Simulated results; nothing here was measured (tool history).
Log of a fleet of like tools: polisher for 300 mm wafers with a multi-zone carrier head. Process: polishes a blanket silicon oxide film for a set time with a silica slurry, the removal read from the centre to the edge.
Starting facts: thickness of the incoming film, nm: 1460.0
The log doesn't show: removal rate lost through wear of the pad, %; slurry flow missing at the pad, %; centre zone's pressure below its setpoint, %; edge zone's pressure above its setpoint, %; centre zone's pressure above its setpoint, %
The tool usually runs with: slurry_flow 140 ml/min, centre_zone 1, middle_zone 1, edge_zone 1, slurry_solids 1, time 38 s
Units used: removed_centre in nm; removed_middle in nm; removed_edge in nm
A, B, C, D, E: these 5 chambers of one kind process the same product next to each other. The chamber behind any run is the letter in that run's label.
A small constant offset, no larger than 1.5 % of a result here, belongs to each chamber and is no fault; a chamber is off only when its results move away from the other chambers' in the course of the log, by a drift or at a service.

| run | hour | slurry_flow | centre_zone | middle_zone | edge_zone | slurry_solids | time | wafers polished on this pad | hours since the slurry nozzle was cleaned | hours since the centre zone pressure was calibrated | hours since the edge zone pressure was calibrated | removed_centre | removed_middle | removed_edge |
|---|---|---|---|---|---|---|---|---|---|---|---|---|---|---|
|  | 8.6 | chamber C: worn pad replaced by a new one |
| 1E | 11.8 | 140 | 1 | 1 | 1 | 1 | 38 | 1241 | 46.9 | 377 | 583.4 | 84.743 | 86.015 | 87.838 |
|  | 13.8 | chamber E: worn pad replaced by a new one |
|  | 15.3 | chamber B: worn pad replaced by a new one |
|  | 17.1 | chamber D: slurry nozzle cleaned |
| 2A | 20.7 | 140 | 1 | 1 | 1 | 1 | 38 | 692 | 200.9 | 507.5 | 197.3 | 84.758 | 88.467 | 84.834 |
| 3D | 29.3 | 140 | 1 | 1 | 1 | 1 | 38 | 811 | 12.3 | 184.7 | 1069.5 | 88.342 | 83.976 | 85.954 |
| 4B | 45.4 | 140 | 1 | 1 | 1 | 1 | 38 | 434 | 612.9 | 689.4 | 430.5 | 84.37 | 86.203 | 84.536 |
|  | 46.5 | chamber D: worn pad replaced by a new one |
| 5C | 52.7 | 140 | 1 | 1 | 1 | 1 | 38 | 634 | 189.2 | 318 | 173.2 | 86.79 | 86.709 | 86.413 |
| 6D | 61.3 | 140 | 1 | 1 | 1 | 1 | 28 | 212 | 44.3 | 216.7 | 1101.5 | 63.832 | 63.092 | 62.048 |
|  | 70.2 | chamber B: slurry nozzle cleaned |
| 7A | 74.6 | 140 | 1 | 1 | 1 | 1 | 28 | 1467 | 254.8 | 561.4 | 251.2 | 63.663 | 64.894 | 62.217 |
| 8C | 82 | 140 | 1 | 1 | 1 | 1 | 28 | 1056 | 218.5 | 347.3 | 202.5 | 64.527 | 62.081 | 64.139 |
|  | 84.5 | chamber E: worn pad replaced by a new one |
|  | 85.6 | chamber C: worn pad replaced by a new one |
|  | 86.3 | chamber C: slurry nozzle cleaned |
| 9B | 93.6 | 140 | 1 | 1 | 1 | 1 | 28 | 1127 | 23.5 | 737.6 | 478.7 | 63.267 | 62.698 | 63.761 |
|  | 96.3 | chamber B: worn pad replaced by a new one |
| 10E | 104.4 | 140 | 1 | 1 | 1 | 1 | 28 | 286 | 139.5 | 469.6 | 676 | 63.29 | 64.806 | 63.212 |
| 11A | 119.3 | 140 | 1 | 1 | 1 | 1 | 38 | 2109 | 299.5 | 606.1 | 295.9 | 85.491 | 86.994 | 85.237 |
|  | 127 | chamber D: worn pad replaced by a new one |
| 12E | 135.6 | 140 | 1 | 1 | 1 | 1 | 38 | 735 | 170.7 | 500.8 | 707.2 | 87.074 | 86.972 | 87.109 |
| 13B | 143.3 | 140 | 1 | 1 | 1 | 1 | 38 | 676 | 73.2 | 787.3 | 528.4 | 86.073 | 83.395 | 86.385 |
| 14D | 151.3 | 140 | 1 | 1 | 1 | 1 | 38 | 349 | 134.3 | 306.7 | 1191.5 | 88.078 | 85.558 | 85.956 |
|  | 156.7 | chamber A: centre zone pressure recalibrated |
|  | 164.9 | chamber C: worn pad replaced by a new one |
| 15C | 167.9 | 140 | 1 | 1 | 1 | 1 | 38 | 43 | 81.7 | 433.2 | 288.4 | 87.88 | 86.535 | 86.517 |
|  | 168.3 | chamber A: edge zone pressure recalibrated |
|  | 173.1 | chamber C: centre zone pressure recalibrated |
|  | 173.7 | chamber B: worn pad replaced by a new one |
|  | 176.7 | chamber E: worn pad replaced by a new one |
| 16D | 178.4 | 140 | 1 | 1 | 0.93 | 1 | 38 | 739 | 161.4 | 333.8 | 1218.6 | 87.933 | 82.974 | 83.943 |
| 17B | 193.4 | 140 | 1 | 1 | 0.93 | 1 | 38 | 283 | 123.3 | 837.4 | 578.5 | 86.004 | 86.341 | 82.774 |
|  | 199.5 | chamber D: edge zone pressure recalibrated |
| 18A | 204.3 | 140 | 1 | 1 | 0.93 | 1 | 38 | 3331 | 384.5 | 47.7 | 36 | 84.116 | 84.302 | 79.199 |
|  | 207.4 | chamber D: worn pad replaced by a new one |
| 19C | 220.1 | 140 | 1 | 1 | 0.93 | 1 | 38 | 794 | 133.9 | 47 | 340.6 | 87.327 | 85.701 | 84.151 |
| 20E | 227.6 | 140 | 1 | 1 | 0.93 | 1 | 38 | 732 | 262.7 | 592.8 | 799.2 | 86.759 | 85.624 | 82.448 |
| 21E | 240.4 | 140 | 1 | 1 | 1 | 1 | 38 | 916 | 275.5 | 605.6 | 812 | 84.632 | 85.826 | 86.496 |
|  | 241.9 | chamber C: worn pad replaced by a new one |
|  | 244.8 | chamber B: worn pad replaced by a new one |
| 22D | 251.8 | 140 | 1 | 1 | 1 | 1 | 38 | 639 | 234.8 | 407.2 | 52.4 | 87.157 | 83.864 | 86.01 |
|  | 266.2 | chamber E: worn pad replaced by a new one |
| 23C | 266.3 | 140 | 1 | 1 | 1 | 1 | 38 | 352 | 180.1 | 93.2 | 386.8 | 85.81 | 86.776 | 86.408 |
|  | 267.9 | chamber C: slurry nozzle cleaned |
| 24B | 277 | 140 | 1 | 1 | 1 | 1 | 38 | 463 | 206.9 | 921 | 662.1 | 86.102 | 87.563 | 85.355 |
|  | 277.7 | chamber B: edge zone pressure recalibrated |
|  | 289.6 | chamber D: worn pad replaced by a new one |
| 25A | 293.3 | 140 | 1 | 1 | 0.93 | 1 | 38 | 4610 | 473.5 | 136.7 | 125 | 77.452 | 81.164 | 76.882 |
| 26D | 301.8 | 140 | 1 | 1 | 0.93 | 1 | 38 | 175 | 284.8 | 457.2 | 102.4 | 86.046 | 85.321 | 85.148 |
| 27E | 313.1 | 140 | 1 | 1 | 0.93 | 1 | 38 | 674 | 348.2 | 678.3 | 884.7 | 85.743 | 86.601 | 84.076 |
|  | 316.2 | chamber C: worn pad replaced by a new one |
|  | 320.3 | chamber B: worn pad replaced by a new one |
| 28A | 325.3 | 140 | 1 | 1 | 0.93 | 1 | 38 | 5070 | 505.5 | 168.7 | 157 | 77.549 | 78.988 | 73.6 |
| 29C | 338.3 | 140 | 1 | 1 | 0.93 | 1 | 38 | 318 | 70.4 | 165.2 | 458.8 | 88.314 | 86.304 | 84.663 |
|  | 339.3 | chamber E: edge zone pressure recalibrated |
| 30B | 348.7 | 140 | 1 | 1 | 1 | 1 | 38 | 409 | 278.6 | 992.7 | 71 | 86.143 | 87.406 | 86.682 |
|  | 352.9 | chamber E: worn pad replaced by a new one |
| 31E | 357.7 | 140 | 1 | 1 | 1 | 1 | 38 | 70 | 392.8 | 722.9 | 18.5 | 83.797 | 86.273 | 87.754 |
| 32D | 370.5 | 140 | 1 | 1 | 1 | 1 | 38 | 1163 | 353.5 | 525.9 | 171.1 | 88.415 | 86.643 | 85.369 |
| 33A | 378.3 | 140 | 1 | 1 | 1 | 1 | 38 | 5832 | 558.5 | 221.7 | 210 | 75.739 | 75.709 | 73.752 |
| 34B | 390.6 | 140 | 1 | 1.1 | 1 | 1 | 38 | 1011 | 320.5 | 1034.6 | 112.9 | 86.799 | 92.459 | 85.91 |
| 35C | 402.4 | 140 | 1 | 1.1 | 1 | 1 | 38 | 1239 | 134.5 | 229.3 | 522.9 | 88.723 | 93.118 | 87.352 |

Which is it: a chamber that has drifted or been left off by a service, a gauge drift common to all chambers, or only each chamber's usual small offset? If a chamber is off, name it and its likeliest cause.

It is chamber A that slowly wanders off from its peers.
Most likely cause: removal rate lost through wear of the pad, % = 14.7.

Chamber A could run next with any of the 4 candidate recipes listed below; each alters the usual settings, and their results appear as question marks. Which one brings its results back in line with what the other chambers deliver on the usual settings?
In line here means within this much of the mean the other chambers give on the usual settings: removed_centre 4.1 nm; removed_middle 4 nm; removed_edge 3 nm
| 36A-1 | 414.4 | 140 | 0.99 | 1.01 | 0.99 | 0.95 | 33 |  |  |  |  | ? | ? | ? |
| 36A-2 | 414.4 | 140 | 1 | 1.01 | 0.99 | 1 | 35 |  |  |  |  | ? | ? | ? |
| 36A-3 | 414.4 | 140 | 1.01 | 0.99 | 1.01 | 1.05 | 43 |  |  |  |  | ? | ? | ? |
| 36A-4 | 414.4 | 140 | 1 | 0.99 | 1.01 | 1 | 41 |  |  |  |  | ? | ? | ? |

Average result of the remaining chambers running the usual settings: removed_centre 86.448 nm; removed_middle 85.876 nm; removed_edge 86.08 nm
| run | removed_centre | removed_middle | removed_edge |
|---|---|---|---|
| 36A-1 | 61.239 | 64.021 | 62.092 |
| 36A-2 | 67.243 | 69.527 | 67.436 |
| 36A-3 | 85.354 | 85.742 | 85.593 |
| 36A-4 | 78.758 | 79.984 | 79.84 |
36A-3 brings the chamber back in line.

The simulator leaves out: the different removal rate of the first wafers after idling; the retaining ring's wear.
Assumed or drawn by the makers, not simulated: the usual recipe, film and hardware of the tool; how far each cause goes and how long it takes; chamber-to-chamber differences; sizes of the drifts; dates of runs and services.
